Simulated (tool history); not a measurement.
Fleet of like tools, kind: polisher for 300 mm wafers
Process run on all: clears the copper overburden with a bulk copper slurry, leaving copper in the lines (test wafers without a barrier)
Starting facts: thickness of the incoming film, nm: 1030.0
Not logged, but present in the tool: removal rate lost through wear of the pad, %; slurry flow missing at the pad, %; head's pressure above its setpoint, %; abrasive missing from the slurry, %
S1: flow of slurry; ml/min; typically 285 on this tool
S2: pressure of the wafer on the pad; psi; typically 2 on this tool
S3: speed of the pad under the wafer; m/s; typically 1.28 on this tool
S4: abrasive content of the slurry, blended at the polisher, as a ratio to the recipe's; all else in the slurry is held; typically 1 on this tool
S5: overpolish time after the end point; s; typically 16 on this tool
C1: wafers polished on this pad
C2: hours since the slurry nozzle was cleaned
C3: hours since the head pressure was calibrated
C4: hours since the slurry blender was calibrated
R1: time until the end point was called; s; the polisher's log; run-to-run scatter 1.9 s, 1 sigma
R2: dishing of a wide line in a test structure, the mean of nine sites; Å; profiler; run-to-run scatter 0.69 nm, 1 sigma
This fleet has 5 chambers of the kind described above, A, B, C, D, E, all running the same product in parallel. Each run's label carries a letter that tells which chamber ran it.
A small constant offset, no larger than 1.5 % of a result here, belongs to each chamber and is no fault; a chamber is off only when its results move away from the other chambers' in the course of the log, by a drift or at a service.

run,day,S1,S2,S3,S4,S5,C1,C2,C3,C4,R1,R2
# day 0.088: chamber E: worn pad replaced by a new one
1E,0.179,285,2,1.28,1,16,17,246.6,795.3,190,150.39,517.59
2D,0.379,285,2,1.28,1,16,318,590.3,329.7,88.4,149.18,535.83
# day 0.412: chamber E: slurry blender recalibrated
# day 0.554: chamber E: head pressure recalibrated
3B,0.671,285,2,1.28,1,16,600,202.3,960.7,56.9,150.56,530.01
4A,0.846,285,2,1.28,1,16,525,198.6,536.5,150.3,152.61,518.87
# day 0.942: chamber B: worn pad replaced by a new one
5C,1.067,285,2,1.28,1,16,485,156.2,526,63,147.57,529.99
6D,1.283,285,2,1.28,1,16,490,612,351.4,110.1,151.4,517.96
7C,1.55,285,2,1.28,1,16,577,167.8,537.6,74.6,147.16,513.51
8E,1.692,285,2,1.28,1,16,305,282.9,27.3,30.8,150.47,530.89
9A,1.896,285,2,1.28,1,16,725,223.8,561.7,175.5,150.2,519.41
# day 1.962: chamber A: worn pad replaced by a new one
10B,2.042,285,2,1.02,1,16,209,235.2,993.6,89.8,186.65,459.76
11C,2.229,285,2,1.02,1,16,706,184.1,553.9,90.9,189.22,468.38
12D,2.379,285,2,1.02,1,16,698,638.3,377.7,136.4,190.34,456.74
# day 2.55: chamber B: slurry blender recalibrated
# day 2.617: chamber C: worn pad replaced by a new one
13A,2.667,285,2,1.02,1,16,134,242.3,580.2,194,192.14,453.84
14E,2.879,285,2,1.02,1,16,530,311.4,55.8,59.3,186.07,461.09
15B,3.012,285,2,1.28,1,16,394,258.5,1016.9,11.1,146.1,534.02
16C,3.15,285,2,1.28,1,16,101,206.2,576,113,146.77,533.65
17D,3.438,285,2,1.28,1,16,900,663.7,403.1,161.8,148.67,529.47
# day 3.525: chamber E: worn pad replaced by a new one
18B,3.733,375,2,1.68,1,16,530,275.8,1034.2,28.4,113.76,610.74
# day 3.875: chamber B: worn pad replaced by a new one
# day 3.879: chamber B: slurry nozzle cleaned
19A,3.983,375,2,1.68,1,16,384,273.9,611.8,225.6,108.4,605.91
20E,4.133,375,2,1.68,1,16,116,341.5,85.9,89.4,113.5,598.69
21D,4.321,375,2,1.68,1,16,1067,684.9,424.3,183,109.55,613.3
22B,4.496,375,2,1.68,1,16,118,14.8,1052.5,46.7,110.54,604.69
23A,4.629,285,2,1.28,1,16,507,289.4,627.3,241.1,144.99,529.79
# day 4.771: chamber D: worn pad replaced by a new one
24C,4.892,225,2,1.28,1.2,16,432,248,617.8,154.8,148.44,518.25
25E,5.092,225,2,1.28,1.2,16,298,364.5,108.9,112.4,143.81,540.17
26A,5.292,225,2,1.28,1.2,16,633,305.3,643.2,257,145.01,531.9
27B,5.479,225,2,1.28,1.2,16,305,38.4,1076.1,70.3,145.68,529.62
28E,5.625,225,2,1.28,1.2,16,399,377.3,121.7,125.2,151.51,522.52
29C,5.821,285,2,1.28,1,16,609,270.3,640.1,177.1,147.16,528.65
30D,6.121,285,2,1.28,0.85,9,257,728.1,467.5,226.2,155.92,357.97
31B,6.404,285,2,1.28,0.85,9,480,60.6,1098.3,92.5,161.05,357.64

What goes on in this fleet: one chamber off, a drifting gauge, or nothing beyond the chambers' own small offsets? Name the chamber and the cause, if any.

No chamber is off and the gauge is stable; the differences are just each chamber's small, constant offset.

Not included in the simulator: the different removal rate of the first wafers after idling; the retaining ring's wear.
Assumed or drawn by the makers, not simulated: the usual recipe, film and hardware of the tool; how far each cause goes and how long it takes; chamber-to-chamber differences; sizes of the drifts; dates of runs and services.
